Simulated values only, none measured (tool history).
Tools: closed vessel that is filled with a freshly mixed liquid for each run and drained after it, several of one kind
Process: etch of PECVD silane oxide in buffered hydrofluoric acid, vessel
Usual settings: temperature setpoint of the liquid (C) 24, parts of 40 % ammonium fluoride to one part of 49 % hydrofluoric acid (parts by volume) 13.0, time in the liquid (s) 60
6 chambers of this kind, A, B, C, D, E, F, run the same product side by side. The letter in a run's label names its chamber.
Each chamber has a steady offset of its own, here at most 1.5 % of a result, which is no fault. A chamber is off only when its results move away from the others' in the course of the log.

run   hour  temperature setpoint of the liquid (C)  parts of 40 % ammonium fluoride to one part of 49 % hydrofluoric acid (parts by volume)  time in the liquid (s)  read-back film thickness of the PECVD silane oxide reference wafer, read on the same gauge (nm)  thickness taken off the PECVD silane oxide on a monitor wafer (nm)
 1B    8.7                                      24                                                                                     13.0                      60                                                                                           50.016                                                              176.22
 2E   15.2                                      24                                                                                     13.0                      60                                                                                           50.031                                                              174.18
 3C   19.4                                      24                                                                                     13.0                      60                                                                                           49.991                                                              172.95
 4A   24.5                                      24                                                                                     13.0                      60                                                                                           49.961                                                              173.45
 5D   28.9                                      24                                                                                     13.0                      60                                                                                           50.016                                                              174.64
 6F   34.2                                      24                                                                                     13.0                      60                                                                                           49.990                                                              173.59
 7F   42.7                                      24                                                                                     13.0                      60                                                                                           50.023                                                              175.53
 8E   50.7                                      24                                                                                     13.0                      60                                                                                           49.979                                                              177.38
 9D   59.9                                      24                                                                                     13.0                      60                                                                                           49.987                                                              172.37
10A   69.0                                      24                                                                                     13.0                      60                                                                                           50.008                                                              173.49
11C   73.6                                      24                                                                                     13.0                      60                                                                                           49.987                                                              174.95
12B   79.3                                      24                                                                                     13.0                      60                                                                                           50.025                                                              175.38
13F   88.3                                      24                                                                                     13.0                      60                                                                                           49.983                                                              174.50
14D   96.7                                      24                                                                                     13.0                      60                                                                                           50.021                                                              176.25
15E  106.2                                      24                                                                                     13.0                      60                                                                                           50.016                                                              177.27
16C  110.5                                      24                                                                                     13.0                      60                                                                                           50.010                                                              170.69
17A  114.9                                      24                                                                                     13.0                      60                                                                                           50.007                                                              176.45
18B  119.7                                      24                                                                                     13.0                      60                                                                                           49.987                                                              177.30
19A  125.3                                      24                                                                                     13.0                      60                                                                                           49.976                                                              174.99
20B  134.7                                      24                                                                                     13.0                      75                                                                                           50.017                                                              220.39
21D  144.4                                      24                                                                                     13.0                      75                                                                                           50.011                                                              215.07
     145.3  -- chamber B: thermometer replaced
22F  153.8                                      24                                                                                     13.0                      75                                                                                           50.007                                                              218.25
23C  160.1                                      24                                                                                     13.0                      75                                                                                           49.968                                                              216.72
24E  167.9                                      24                                                                                     13.0                      75                                                                                           50.007                                                              227.29
25D  172.7                                      24                                                                                     13.0                      75                                                                                           50.022                                                              217.92
26C  179.5                                      24                                                                                     13.0                      60                                                                                           49.987                                                              172.53
27F  185.7                                      24                                                                                     13.0                      60                                                                                           50.012                                                              176.54
28A  194.2                                      24                                                                                     13.0                      60                                                                                           50.001                                                              173.21
29B  202.1                                      24                                                                                     13.0                      60                                                                                           50.006                                                              176.59
30E  209.8                                      24                                                                                     13.0                      60                                                                                           50.029                                                              185.40
31E  219.2                                      22                                                                                     17.5                      60                                                                                           50.016                                                              124.55
32F  228.7                                      22                                                                                     17.5                      60                                                                                           50.006                                                              115.46
33C  234.4                                      22                                                                                     17.5                      60                                                                                           50.007                                                              118.39
     234.9  -- chamber B: hydrofluoric acid flow meter replaced
34D  238.8                                      22                                                                                     17.5                      60                                                                                           49.984                                                              115.21
35B  248.2                                      22                                                                                     17.5                      60                                                                                           50.009                                                              117.00
36A  252.9                                      22                                                                                     17.5                      60                                                                                           50.010                                                              115.84
37C  262.4                                      24                                                                                     13.0                      60                                                                                           49.994                                                              172.92
38B  267.9                                      24                                                                                     13.0                      60                                                                                           50.011                                                              175.98
39E  275.0                                      24                                                                                     13.0                      60                                                                                           50.012                                                              190.96
40D  282.7                                      24                                                                                     13.0                      60                                                                                           49.989                                                              175.41
41F  290.2                                      24                                                                                     13.0                      60                                                                                           50.007                                                              175.09
42A  296.9                                      24                                                                                     13.0                      60                                                                                           50.024                                                              174.14
43C  305.6                                      24                                                                                     13.0                      60                                                                                           50.016                                                              173.21

Next, every chamber runs the same settings. What will each give?
44A  312.6                                      24                                                                                     13.0                      90                                                                                                                                                                    ?
44B  312.6                                      24                                                                                     13.0                      90                                                                                                                                                                    ?
44C  312.6                                      24                                                                                     13.0                      90                                                                                                                                                                    ?
44D  312.6                                      24                                                                                     13.0                      90                                                                                                                                                                    ?
44E  312.6                                      24                                                                                     13.0                      90                                                                                                                                                                    ?
44F  312.6                                      24                                                                                     13.0                      90                                                                                                                                                                    ?

run  thickness taken off the PECVD silane oxide on a monitor wafer (nm)
44A                                                              261.17
44B                                                              262.18
44C                                                              262.34
44D                                                              262.13
44E                                                              288.31
44F                                                              263.89
